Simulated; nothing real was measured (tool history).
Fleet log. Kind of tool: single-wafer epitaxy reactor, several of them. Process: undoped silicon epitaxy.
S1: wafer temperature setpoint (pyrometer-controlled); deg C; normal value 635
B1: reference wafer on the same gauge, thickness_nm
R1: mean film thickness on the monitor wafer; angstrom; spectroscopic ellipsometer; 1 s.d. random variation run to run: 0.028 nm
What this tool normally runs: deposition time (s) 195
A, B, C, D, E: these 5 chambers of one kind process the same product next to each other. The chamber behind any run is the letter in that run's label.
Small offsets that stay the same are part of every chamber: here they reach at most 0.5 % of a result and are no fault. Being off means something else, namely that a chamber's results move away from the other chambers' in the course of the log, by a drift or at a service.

Run 1D, hour 14.8: usual settings; B1 26.698. Result: R1 233.94 angstrom.
Run 2B, hour 23.9: usual settings; B1 26.694. Result: R1 234.44 angstrom.
Run 3C, hour 36.5: usual settings; B1 26.685. Result: R1 234.64 angstrom.
Run 4E, hour 43.5: usual settings; B1 26.682. Result: R1 236.42 angstrom.
Run 5A, hour 55: usual settings; B1 26.682. Result: R1 234.95 angstrom.
Run 6E, hour 68.4: usual settings; B1 26.678. Result: R1 235.7 angstrom.
Run 7C, hour 80.6: usual settings; B1 26.679. Result: R1 235.21 angstrom.
Run 8B, hour 92.2: usual settings; B1 26.671. Result: R1 234.57 angstrom.
Run 9A, hour 99.6: usual settings; B1 26.666. Result: R1 235.3 angstrom.
Run 10D, hour 108.4: usual settings; B1 26.674. Result: R1 233.75 angstrom.
Run 11D, hour 123.2: usual settings but deposition time (s) 226; B1 26.664. Result: R1 270.19 angstrom.
Run 12B, hour 130.7: usual settings but deposition time (s) 226; B1 26.664. Result: R1 271.5 angstrom.
Run 13E, hour 142.8: usual settings but deposition time (s) 226; B1 26.65. Result: R1 272.89 angstrom.
Run 14C, hour 157.4: usual settings but deposition time (s) 226; B1 26.64. Result: R1 272.16 angstrom.
Run 15A, hour 170.5: usual settings but deposition time (s) 226; B1 26.642. Result: R1 272.77 angstrom.
Run 16A, hour 184.6: usual settings; B1 26.642. Result: R1 234.92 angstrom.
Run 17B, hour 196.7: usual settings; B1 26.642. Result: R1 233.89 angstrom.
Run 18C, hour 203.5: usual settings; B1 26.638. Result: R1 234.8 angstrom.
Run 19E, hour 211.2: usual settings; B1 26.632. Result: R1 235.27 angstrom.
Run 20D, hour 222.4: usual settings; B1 26.633. Result: R1 233.28 angstrom.
Run 21A, hour 235.3: usual settings; B1 26.634. Result: R1 235.07 angstrom.
Run 22D, hour 245.6: usual settings but S1 650 deg C; B1 26.624. Result: R1 325.28 angstrom.
Run 23E, hour 256.7: usual settings but S1 650 deg C; B1 26.622. Result: R1 327.74 angstrom.
Run 24B, hour 270.4: usual settings but S1 650 deg C; B1 26.619. Result: R1 324.62 angstrom.
Run 25C, hour 281.9: usual settings but S1 650 deg C; B1 26.607. Result: R1 325.71 angstrom.
Run 26E, hour 296.6: usual settings but S1 650 deg C; B1 26.612. Result: R1 327.46 angstrom.
Run 27C, hour 305.4: usual settings; B1 26.615. Result: R1 234.73 angstrom.
Run 28B, hour 318: usual settings; B1 26.602. Result: R1 233.96 angstrom.
Run 29D, hour 328: usual settings; B1 26.611. Result: R1 232.59 angstrom.
Run 30A, hour 338.6: usual settings; B1 26.6. Result: R1 234.53 angstrom.
Run 31D, hour 346: usual settings; B1 26.594. Result: R1 233.07 angstrom.
Run 32E, hour 359.8: usual settings but S1 623 deg C, deposition time (s) 161; B1 26.585. Result: R1 147.52 angstrom.
Run 33B, hour 372.7: usual settings but S1 623 deg C, deposition time (s) 161; B1 26.583. Result: R1 147.26 angstrom.
Run 34C, hour 380.5: usual settings but S1 623 deg C, deposition time (s) 161; B1 26.578. Result: R1 148.05 angstrom.
At hour 382.4: chamber B: pyrometer calibrated.
Run 35A, hour 388.7: usual settings but S1 623 deg C, deposition time (s) 161; B1 26.584. Result: R1 147.13 angstrom.
Run 36B, hour 402.4: usual settings but S1 623 deg C, deposition time (s) 161; B1 26.588. Result: R1 147.25 angstrom.
Run 37C, hour 415.6: usual settings but deposition time (s) 181; B1 26.576. Result: R1 217.64 angstrom.

Is one chamber out of step, is the gauge drifting, or do the chambers differ by no more than their own small offsets? For an off chamber, give its letter and the likeliest cause.

None of the chambers is off. What moves is the gauge, dragging all their readings along together.
What lies behind it: gauge reads low (%) = 0.483.
